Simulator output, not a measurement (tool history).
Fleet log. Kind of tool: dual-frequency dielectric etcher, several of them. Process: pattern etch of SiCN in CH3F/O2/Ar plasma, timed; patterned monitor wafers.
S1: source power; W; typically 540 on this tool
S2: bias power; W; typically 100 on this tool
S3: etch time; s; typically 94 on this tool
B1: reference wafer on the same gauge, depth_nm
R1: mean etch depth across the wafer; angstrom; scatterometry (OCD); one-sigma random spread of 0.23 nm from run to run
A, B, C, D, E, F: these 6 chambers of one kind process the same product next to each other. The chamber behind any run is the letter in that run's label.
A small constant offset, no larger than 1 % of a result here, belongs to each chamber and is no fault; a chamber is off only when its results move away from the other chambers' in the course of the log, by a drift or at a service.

| run | hour | S1 | S2 | S3 | B1 | R1 |
|---|---|---|---|---|---|---|
| 1C | 7.7 | 540 | 100 | 94 | 36.486 | 443.19 |
| 2A | 14.5 | 540 | 100 | 94 | 36.466 | 450.06 |
| 3D | 23.5 | 540 | 100 | 94 | 36.45 | 445.02 |
| 4B | 30.9 | 540 | 100 | 94 | 36.458 | 448.5 |
| 5F | 41.4 | 540 | 100 | 94 | 36.541 | 441.36 |
| 6E | 47.5 | 540 | 100 | 94 | 36.462 | 446.39 |
| 7D | 52.7 | 540 | 100 | 94 | 36.559 | 445.83 |
| 8E | 59.9 | 540 | 100 | 94 | 36.511 | 444.87 |
| 9F | 70.4 | 540 | 100 | 94 | 36.474 | 444.31 |
| 10B | 75.5 | 540 | 100 | 94 | 36.527 | 449.04 |
| 11A | 85.2 | 540 | 100 | 94 | 36.511 | 449.67 |
| 12C | 91.2 | 540 | 100 | 94 | 36.499 | 445.4 |
| 13F | 98.5 | 540 | 100 | 94 | 36.499 | 441.78 |
|  | 99.4 | chamber E: wet clean of the chamber |
| 14B | 108.9 | 540 | 120 | 84.5 | 36.518 | 432.42 |
| 15E | 118.5 | 540 | 120 | 84.5 | 36.47 | 429.93 |
| 16C | 126.2 | 540 | 120 | 84.5 | 36.503 | 430.97 |
| 17A | 132.9 | 540 | 120 | 84.5 | 36.481 | 433.73 |
| 18D | 140.7 | 540 | 120 | 84.5 | 36.475 | 428.4 |
| 19D | 148.4 | 540 | 120 | 84.5 | 36.512 | 427.46 |
| 20B | 155 | 540 | 100 | 94 | 36.515 | 448.24 |
| 21E | 163.7 | 540 | 100 | 94 | 36.531 | 446.38 |
| 22A | 170.5 | 540 | 88 | 94 | 36.527 | 428.7 |
| 23F | 176.8 | 540 | 88 | 94 | 36.527 | 420.59 |
| 24C | 184.7 | 540 | 88 | 94 | 36.49 | 420.37 |
| 25C | 195 | 540 | 88 | 94 | 36.533 | 422.09 |
|  | 197.7 | chamber C: wet clean of the chamber |
| 26D | 201.7 | 540 | 88 | 94 | 36.482 | 425.09 |
| 27F | 206.8 | 540 | 88 | 94 | 36.518 | 418.62 |
| 28A | 216.3 | 540 | 100 | 94 | 36.515 | 446.9 |
|  | 219.8 | chamber D: wet clean of the chamber |
| 29E | 223.3 | 540 | 100 | 94 | 36.487 | 446.14 |
| 30B | 232.9 | 540 | 100 | 94 | 36.486 | 457.13 |
| 31C | 243.1 | 540 | 100 | 94 | 36.491 | 445.48 |
| 32B | 252.6 | 540 | 100 | 94 | 36.491 | 458.06 |
|  | 257.5 | chamber F: wet clean of the chamber |
| 33E | 262.8 | 540 | 100 | 94 | 36.522 | 444.08 |
| 34F | 268.2 | 540 | 100 | 94 | 36.522 | 446.04 |
| 35D | 278.9 | 540 | 100 | 94 | 36.519 | 440.22 |
| 36A | 288.2 | 540 | 100 | 94 | 36.49 | 450.15 |
| 37F | 297.4 | 540 | 100 | 94 | 36.513 | 441.22 |
| 38D | 308 | 590 | 80 | 94 | 36.546 | 421.16 |
| 39E | 318.8 | 590 | 80 | 94 | 36.504 | 420.85 |
| 40A | 329.1 | 590 | 80 | 94 | 36.444 | 431.79 |
| 41C | 334 | 590 | 80 | 94 | 36.488 | 420.76 |
| 42B | 340.4 | 590 | 80 | 94 | 36.532 | 448.71 |
| 43F | 347.8 | 590 | 80 | 94 | 36.503 | 427.48 |
| 44B | 356.1 | 540 | 100 | 94 | 36.568 | 471.69 |

Predict what each chamber gives when all 6 of them run the settings below next.
| 45A | 364.1 | 540 | 100 | 84.5 |  | ? |
| 45B | 364.1 | 540 | 100 | 84.5 |  | ? |
| 45C | 364.1 | 540 | 100 | 84.5 |  | ? |
| 45D | 364.1 | 540 | 100 | 84.5 |  | ? |
| 45E | 364.1 | 540 | 100 | 84.5 |  | ? |
| 45F | 364.1 | 540 | 100 | 84.5 |  | ? |

| run | R1 |
|---|---|
| 45A | 404.08 |
| 45B | 421.08 |
| 45C | 403.05 |
| 45D | 399.35 |
| 45E | 401.42 |
| 45F | 394.6 |
